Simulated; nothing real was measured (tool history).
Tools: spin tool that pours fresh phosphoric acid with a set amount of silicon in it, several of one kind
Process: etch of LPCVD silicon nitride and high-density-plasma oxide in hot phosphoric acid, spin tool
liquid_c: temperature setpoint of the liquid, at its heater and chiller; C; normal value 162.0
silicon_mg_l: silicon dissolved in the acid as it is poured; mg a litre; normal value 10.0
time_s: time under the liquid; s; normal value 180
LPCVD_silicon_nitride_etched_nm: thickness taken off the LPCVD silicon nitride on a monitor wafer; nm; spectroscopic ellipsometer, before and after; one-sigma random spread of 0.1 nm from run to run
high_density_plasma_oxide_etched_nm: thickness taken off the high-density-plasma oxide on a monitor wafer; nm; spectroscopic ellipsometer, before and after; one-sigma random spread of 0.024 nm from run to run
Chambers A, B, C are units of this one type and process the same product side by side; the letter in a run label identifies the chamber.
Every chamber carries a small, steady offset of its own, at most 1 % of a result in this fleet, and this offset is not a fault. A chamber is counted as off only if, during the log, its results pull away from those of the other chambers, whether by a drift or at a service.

run   hour  liquid_c  silicon_mg_l  time_s  hours since the thermometer was replaced  hours since the dissolved silicon flow meter was replaced  hours since the heated supply line was repaired  read-back film thickness of the LPCVD silicon nitride reference wafer, read on the same gauge (nm)  read-back film thickness of the high-density-plasma oxide reference wafer, read on the same gauge (nm)  LPCVD_silicon_nitride_etched_nm  high_density_plasma_oxide_etched_nm
 1C   11.3     162.0          10.0     180                                    1111.7                                                      170.1                                           2884.5                                                                                              99.999                                                                                                  149.99                          15.6830                              0.83438
 2A   24.9     162.0          10.0     180                                    1250.6                                                      178.7                                            922.8                                                                                              99.998                                                                                                  150.00                          15.6340                              0.87056
 3B   32.2     162.0          10.0     180                                     381.4                                                      242.2                                            402.8                                                                                             100.000                                                                                                  150.00                          15.9010                              0.82786
 4C   39.6     162.0          10.0     180                                    1140.0                                                      198.4                                           2912.8                                                                                              99.986                                                                                                  149.98                          15.6340                              0.79769
 5B   45.9     162.0          10.0     180                                     395.1                                                      255.9                                            416.5                                                                                              99.989                                                                                                  149.98                          15.8010                              0.79538
 6A   56.1     162.0           6.5      90                                    1281.8                                                      209.9                                            954.0                                                                                             100.010                                                                                                  150.00                           7.8612                              0.44239
 7C   70.2     162.0           6.5      90                                    1170.6                                                      229.0                                           2943.4                                                                                              99.999                                                                                                  150.00                           7.8473                              0.45472
 8B   76.8     162.0           6.5      90                                     426.0                                                      286.8                                            447.4                                                                                              99.983                                                                                                  149.99                           7.8679                              0.46225
 9A   83.8     162.0          10.0     180                                    1309.5                                                      237.6                                            981.7                                                                                             100.000                                                                                                  149.99                          15.7860                              0.83385
10C   93.8     159.5          10.0     180                                    1194.2                                                      252.6                                           2967.0                                                                                             100.010                                                                                                  149.99                          14.3140                              0.66861
11A  101.8     159.5          10.0     180                                    1327.5                                                      255.6                                            999.7                                                                                              99.982                                                                                                  149.99                          14.5320                              0.70073
12B  110.4     159.5          10.0     180                                     459.6                                                      320.4                                            481.0                                                                                             100.010                                                                                                  149.99                          14.5550                              0.68425
     118.1  -- chamber B: thermometer replaced
13A  118.4     162.0          10.0     180                                    1344.1                                                      272.2                                           1016.3                                                                                             100.010                                                                                                  150.00                          15.8010                              0.84899
14B  128.6     162.0          10.0     180                                      10.6                                                      338.6                                            499.2                                                                                             100.020                                                                                                  149.99                          15.4530                              0.78959
15C  140.4     162.0          10.0     180                                    1240.8                                                      299.2                                           3013.6                                                                                             100.020                                                                                                  149.99                          15.5960                              0.85592
16A  150.8     162.0          10.0     180                                    1376.5                                                      304.6                                           1048.7                                                                                              99.983                                                                                                  150.00                          15.5830                              0.86870
17B  160.3     161.0          14.5     180                                      42.3                                                      370.3                                            530.9                                                                                              99.999                                                                                                  150.01                          15.2780                              0.69894
18C  173.1     161.0          14.5     180                                    1273.5                                                      331.9                                           3046.3                                                                                             100.010                                                                                                  149.99                          15.1620                              0.66216
19A  181.0     161.0          14.5     180                                    1406.7                                                      334.8                                           1078.9                                                                                              99.991                                                                                                  149.99                          15.2320                              0.72596
20C  191.1     164.0          10.0     180                                    1291.5                                                      349.9                                           3064.3                                                                                             100.010                                                                                                  149.99                          16.8170                              0.95915
21B  201.4     164.0          10.0     180                                      83.4                                                      411.4                                            572.0                                                                                             100.010                                                                                                  150.01                          16.8720                              0.93392
22B  213.7     164.0          10.0     180                                      95.7                                                      423.7                                            584.3                                                                                              99.984                                                                                                  149.99                          16.5480                              0.92888
     214.9  -- chamber A: thermometer replaced
23A  225.9     162.0          10.0     180                                      11.1                                                      379.7                                           1123.8                                                                                              99.994                                                                                                  150.01                          15.9940                              0.84443
24C  237.8     162.0          10.0     180                                    1338.2                                                      396.6                                           3111.0                                                                                             100.010                                                                                                  149.99                          15.4190                              0.83471
25A  248.5     162.0          10.0     180                                      33.7                                                      402.3                                           1146.4                                                                                              99.980                                                                                                  149.98                          15.7270                              0.81209
26C  257.9     162.0          10.0     180                                    1358.3                                                      416.7                                           3131.1                                                                                             100.010                                                                                                  149.99                          15.5980                              0.81985
27B  266.9     162.0          12.5     145                                     148.9                                                      476.9                                            637.5                                                                                             100.010                                                                                                  149.98                          12.6190                              0.61047
28C  280.5     162.0          12.5     145                                    1380.9                                                      439.3                                           3153.7                                                                                              99.999                                                                                                  150.00                          12.6530                              0.60839
29A  288.4     162.0          12.5     145                                      73.6                                                      442.2                                           1186.3                                                                                              99.999                                                                                                  150.00                          12.7240                              0.59722
30B  299.0     162.0          17.0     180                                     181.0                                                      509.0                                            669.6                                                                                              99.995                                                                                                  149.99                          15.6740                              0.68718
31B  312.1     162.0          17.0     180                                     194.1                                                      522.1                                            682.7                                                                                             100.010                                                                                                  149.99                          15.6770                              0.70422
32A  320.4     162.0          17.0     180                                     105.6                                                      474.2                                           1218.3                                                                                              99.993                                                                                                  150.01                          15.7580                              0.68728
33C  330.1     162.0          10.0     180                                    1430.5                                                      488.9                                           3203.3                                                                                              99.993                                                                                                  150.01                          15.5160                              0.84367

Predict what each chamber gives when all 3 of them run the settings below next.
34A  340.3     162.0          10.0     180                                                                                                                                                                                                                                                                                                                                                                                                  ?                                    ?
34B  340.3     162.0          10.0     180                                                                                                                                                                                                                                                                                                                                                                                                  ?                                    ?
34C  340.3     162.0          10.0     180                                                                                                                                                                                                                                                                                                                                                                                                  ?                                    ?

run  LPCVD_silicon_nitride_etched_nm  high_density_plasma_oxide_etched_nm
34A                          15.7580                              0.81334
34B                          15.7430                              0.80364
34C                          15.6300                              0.83401
